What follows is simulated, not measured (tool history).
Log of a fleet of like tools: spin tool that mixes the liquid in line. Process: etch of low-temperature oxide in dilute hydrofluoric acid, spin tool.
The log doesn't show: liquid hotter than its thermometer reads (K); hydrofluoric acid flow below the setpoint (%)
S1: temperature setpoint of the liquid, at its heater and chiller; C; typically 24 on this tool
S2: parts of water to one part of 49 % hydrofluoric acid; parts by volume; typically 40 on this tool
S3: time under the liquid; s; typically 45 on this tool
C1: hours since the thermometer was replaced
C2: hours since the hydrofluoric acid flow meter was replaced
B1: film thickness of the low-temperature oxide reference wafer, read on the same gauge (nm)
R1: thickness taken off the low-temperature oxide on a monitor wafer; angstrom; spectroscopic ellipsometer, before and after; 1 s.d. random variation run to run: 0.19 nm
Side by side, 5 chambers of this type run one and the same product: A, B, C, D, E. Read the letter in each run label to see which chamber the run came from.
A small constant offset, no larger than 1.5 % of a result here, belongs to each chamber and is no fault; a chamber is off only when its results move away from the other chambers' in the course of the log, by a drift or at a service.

run   hour    S1  S2  S3      C1      C2      B1      R1
 1C    4.2    24  40  45   911.4  1965.1  109.98  209.44
 2A    7.3    24  40  45   112.6    89.8  110.03  211.86
 3B   12.4    24  40  45   192.9   860.7  110.02  207.92
 4D   16.4    24  40  45  1344.5   784.7  109.99  208.14
 5E   18.7    24  25  60   348.3   702.6  109.98  459.46
 6D   20.9    24  25  60    1349   789.2  110.01  460.99
 7C   23.2    24  25  60   930.4  1984.1  109.98  454.16
 8E   27.2    24  25  60   356.8   711.1  109.99  453.13
 9B   31.8    24  25  60   212.3   880.1  110.06  459.07
10A   35.4    24  40  45   140.7   117.9  109.99  211.13
11D   39.6    24  40  45  1367.7   807.9  110.02  216.22
12A   42.5    24  40  45   147.8     125  110.06  209.68
13B   45.6    24  40  45   226.1   893.9  110.01  210.62
14E   48.2    24  40  45   377.8   732.1     110  212.56
15C     53  26.5  25  45   960.2  2013.9  109.99  373.78
16A   55.3  26.5  25  45   160.6   137.8     110  379.22
17E   58.8  26.5  25  45   388.4   742.7     110  380.11
18D   62.1  26.5  25  45  1390.2   830.4  109.97  374.99
19C   64.4  26.5  25  45   971.6  2025.3  110.02  379.87
20B   68.7    24  40  45   249.2     917  109.99   208.1
21A   73.4    24  40  45   178.7   155.9  110.02  208.91
22E   78.6    24  40  45   408.2   762.5  110.01  210.35
23D   80.9    24  40  45    1409   849.2     110  203.84
24C   83.3    24  40  45   990.5  2044.2  109.99  209.69
25B   88.3    24  40  45   268.8   936.6  109.97  207.74
        90  -- chamber C: hydrofluoric acid flow meter replaced
26C   91.1    24  40  45   998.3     1.2  109.98  208.89
27B   95.3    24  40  45   275.8   943.6  110.04  206.58
28E   97.8    24  40  45   427.4   781.7  109.97   211.2
29D  102.6    24  40  45  1430.7   870.9  109.98  199.87
30A    105    24  40  45   210.3   187.5  109.98  208.58
31E  109.4    24  40  45     439   793.3  110.03  210.76
32C  113.3    24  40  45  1020.5    23.4  110.05  208.58
33B  116.3    24  40  45   296.8   964.6  110.03   211.2
34D  119.2    24  40  45  1447.3   887.5  109.98  196.49
35A  121.8    24  40  45   227.1   204.3  110.01  212.24
36B  124.5    24  40  45     305   972.8  110.01  210.63
37E  127.4    24  40  45     457   811.3  110.04  213.06
38C    131    24  40  45  1038.2    41.1  109.98  209.54
39D  134.8    24  40  45  1462.9   903.1  110.02  190.97
40A  138.6    24  40  45   243.9   221.1  109.96  214.62
41C  143.4    24  40  45  1050.6    53.5  110.03  208.17
42B    147    24  40  45   327.5   995.3  109.99  207.03
43D  150.2    24  40  45  1478.3   918.5  109.99  188.97
44A  153.1    24  40  45   258.4   235.6  109.99  212.37

Next, all 5 chambers run the settings below, one line each with question marks for the results. What does each chamber give?
45A  156.8  21  40  45               ?
45B  156.8  21  40  45               ?
45C  156.8  21  40  45               ?
45D  156.8  21  40  45               ?
45E  156.8  21  40  45               ?

run      R1
45A  183.17
45B  185.93
45C  182.09
45D   163.4
45E  183.39

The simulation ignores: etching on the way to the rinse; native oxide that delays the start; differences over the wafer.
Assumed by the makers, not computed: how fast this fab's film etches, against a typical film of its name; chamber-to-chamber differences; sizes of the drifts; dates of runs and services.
